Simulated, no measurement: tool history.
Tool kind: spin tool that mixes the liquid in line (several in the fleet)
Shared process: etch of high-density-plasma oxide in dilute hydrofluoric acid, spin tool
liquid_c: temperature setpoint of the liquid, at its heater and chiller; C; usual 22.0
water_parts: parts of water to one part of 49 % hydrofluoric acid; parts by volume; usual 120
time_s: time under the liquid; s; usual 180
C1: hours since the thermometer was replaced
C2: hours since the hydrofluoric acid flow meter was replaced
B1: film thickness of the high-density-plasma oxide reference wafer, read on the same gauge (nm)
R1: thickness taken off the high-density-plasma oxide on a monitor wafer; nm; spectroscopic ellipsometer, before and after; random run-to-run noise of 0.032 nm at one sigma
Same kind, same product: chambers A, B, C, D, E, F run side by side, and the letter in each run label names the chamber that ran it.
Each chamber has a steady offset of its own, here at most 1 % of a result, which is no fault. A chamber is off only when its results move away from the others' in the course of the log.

run 1A hour=7.5 | liquid_c=22.0 water_parts=120 time_s=180 | C1=252.7 C2=227.1 | B1=100.020 | R1=8.1104
run 2C hour=19.5 | liquid_c=22.0 water_parts=120 time_s=180 | C1=2045.7 C2=395.8 | B1=100.020 | R1=8.0695
run 3E hour=26.5 | liquid_c=22.0 water_parts=120 time_s=180 | C1=1667.5 C2=1134.4 | B1=100.020 | R1=8.0752
run 4F hour=40.9 | liquid_c=22.0 water_parts=120 time_s=180 | C1=72.9 C2=570.7 | B1=99.997 | R1=8.1567
run 5D hour=54.7 | liquid_c=22.0 water_parts=120 time_s=180 | C1=1025.8 C2=95.0 | B1=99.969 | R1=8.0072
run 6B hour=67.6 | liquid_c=22.0 water_parts=120 time_s=180 | C1=600.6 C2=771.0 | B1=100.050 | R1=8.0796
run 7D hour=80.9 | liquid_c=22.0 water_parts=120 time_s=180 | C1=1052.0 C2=121.2 | B1=100.000 | R1=8.0647
run 8C hour=91.1 | liquid_c=19.0 water_parts=120 time_s=180 | C1=2117.3 C2=467.4 | B1=99.977 | R1=7.2059
run 9F hour=102.0 | liquid_c=19.0 water_parts=120 time_s=180 | C1=134.0 C2=631.8 | B1=100.050 | R1=7.1350
run 10A hour=108.9 | liquid_c=19.0 water_parts=120 time_s=180 | C1=354.1 C2=328.5 | B1=100.020 | R1=7.1783
-- hour=119.5 chamber B: thermometer replaced
run 11B hour=122.0 | liquid_c=19.0 water_parts=120 time_s=180 | C1=2.5 C2=825.4 | B1=99.982 | R1=7.1823
run 12E hour=130.1 | liquid_c=19.0 water_parts=120 time_s=180 | C1=1771.1 C2=1238.0 | B1=100.020 | R1=7.1019
run 13F hour=138.4 | liquid_c=19.0 water_parts=120 time_s=180 | C1=170.4 C2=668.2 | B1=99.987 | R1=7.1408
run 14C hour=146.6 | liquid_c=22.0 water_parts=120 time_s=75 | C1=2172.8 C2=522.9 | B1=99.984 | R1=3.4001
-- hour=149.4 chamber B: hydrofluoric acid flow meter replaced
run 15E hour=158.0 | liquid_c=22.0 water_parts=120 time_s=75 | C1=1799.0 C2=1265.9 | B1=99.986 | R1=3.3518
run 16B hour=165.7 | liquid_c=22.0 water_parts=120 time_s=75 | C1=46.2 C2=16.3 | B1=100.050 | R1=3.3667
run 17A hour=177.7 | liquid_c=22.0 water_parts=120 time_s=75 | C1=422.9 C2=397.3 | B1=100.010 | R1=3.3575
-- hour=180.5 chamber C: hydrofluoric acid flow meter replaced
run 18D hour=189.7 | liquid_c=22.0 water_parts=120 time_s=75 | C1=1160.8 C2=230.0 | B1=99.986 | R1=3.3648
run 19C hour=204.0 | liquid_c=22.0 water_parts=120 time_s=75 | C1=2230.2 C2=23.6 | B1=100.010 | R1=3.3678
run 20F hour=212.0 | liquid_c=22.0 water_parts=120 time_s=180 | C1=244.0 C2=741.8 | B1=99.975 | R1=8.0691
run 21D hour=225.4 | liquid_c=22.0 water_parts=120 time_s=180 | C1=1196.5 C2=265.7 | B1=99.992 | R1=8.0068
run 22E hour=232.3 | liquid_c=22.0 water_parts=120 time_s=180 | C1=1873.3 C2=1340.2 | B1=99.997 | R1=8.0571
run 23B hour=242.3 | liquid_c=22.0 water_parts=120 time_s=180 | C1=122.8 C2=92.9 | B1=100.010 | R1=8.0735
run 24A hour=248.9 | liquid_c=22.0 water_parts=120 time_s=180 | C1=494.1 C2=468.5 | B1=99.982 | R1=8.0598
run 25E hour=259.6 | liquid_c=22.0 water_parts=120 time_s=180 | C1=1900.6 C2=1367.5 | B1=100.000 | R1=8.0482
run 26C hour=269.1 | liquid_c=24.5 water_parts=150 time_s=180 | C1=2295.3 C2=88.7 | B1=99.984 | R1=6.9118
run 27D hour=276.9 | liquid_c=24.5 water_parts=150 time_s=180 | C1=1248.0 C2=317.2 | B1=100.020 | R1=6.8248
run 28F hour=290.5 | liquid_c=24.5 water_parts=150 time_s=180 | C1=322.5 C2=820.3 | B1=99.963 | R1=6.8772
run 29B hour=302.4 | liquid_c=24.5 water_parts=150 time_s=180 | C1=182.9 C2=153.0 | B1=99.978 | R1=6.8952
run 30A hour=311.2 | liquid_c=24.5 water_parts=150 time_s=180 | C1=556.4 C2=530.8 | B1=99.996 | R1=6.8790
run 31A hour=320.7 | liquid_c=24.5 water_parts=150 time_s=180 | C1=565.9 C2=540.3 | B1=99.956 | R1=6.8812
run 32D hour=328.4 | liquid_c=22.0 water_parts=120 time_s=180 | C1=1299.5 C2=368.7 | B1=99.960 | R1=8.0146
run 33F hour=340.6 | liquid_c=22.0 water_parts=120 time_s=180 | C1=372.6 C2=870.4 | B1=99.980 | R1=8.1253
run 34E hour=347.8 | liquid_c=22.0 water_parts=120 time_s=180 | C1=1988.8 C2=1455.7 | B1=99.978 | R1=8.0458
run 35B hour=359.2 | liquid_c=22.0 water_parts=120 time_s=180 | C1=239.7 C2=209.8 | B1=100.020 | R1=8.1128
run 36C hour=373.4 | liquid_c=22.0 water_parts=120 time_s=180 | C1=2399.6 C2=193.0 | B1=100.070 | R1=8.1365

Next, all 6 chambers run the settings below, one line each with question marks for the results. What does each chamber give?
run 37A hour=383.7 | liquid_c=22.0 water_parts=120 time_s=180 | R1=?
run 37B hour=383.7 | liquid_c=22.0 water_parts=120 time_s=180 | R1=?
run 37C hour=383.7 | liquid_c=22.0 water_parts=120 time_s=180 | R1=?
run 37D hour=383.7 | liquid_c=22.0 water_parts=120 time_s=180 | R1=?
run 37E hour=383.7 | liquid_c=22.0 water_parts=120 time_s=180 | R1=?
run 37F hour=383.7 | liquid_c=22.0 water_parts=120 time_s=180 | R1=?

run=37A R1=8.0281
run=37B R1=8.0831
run=37C R1=8.1125
run=37D R1=8.0576
run=37E R1=8.0763
run=37F R1=8.0806
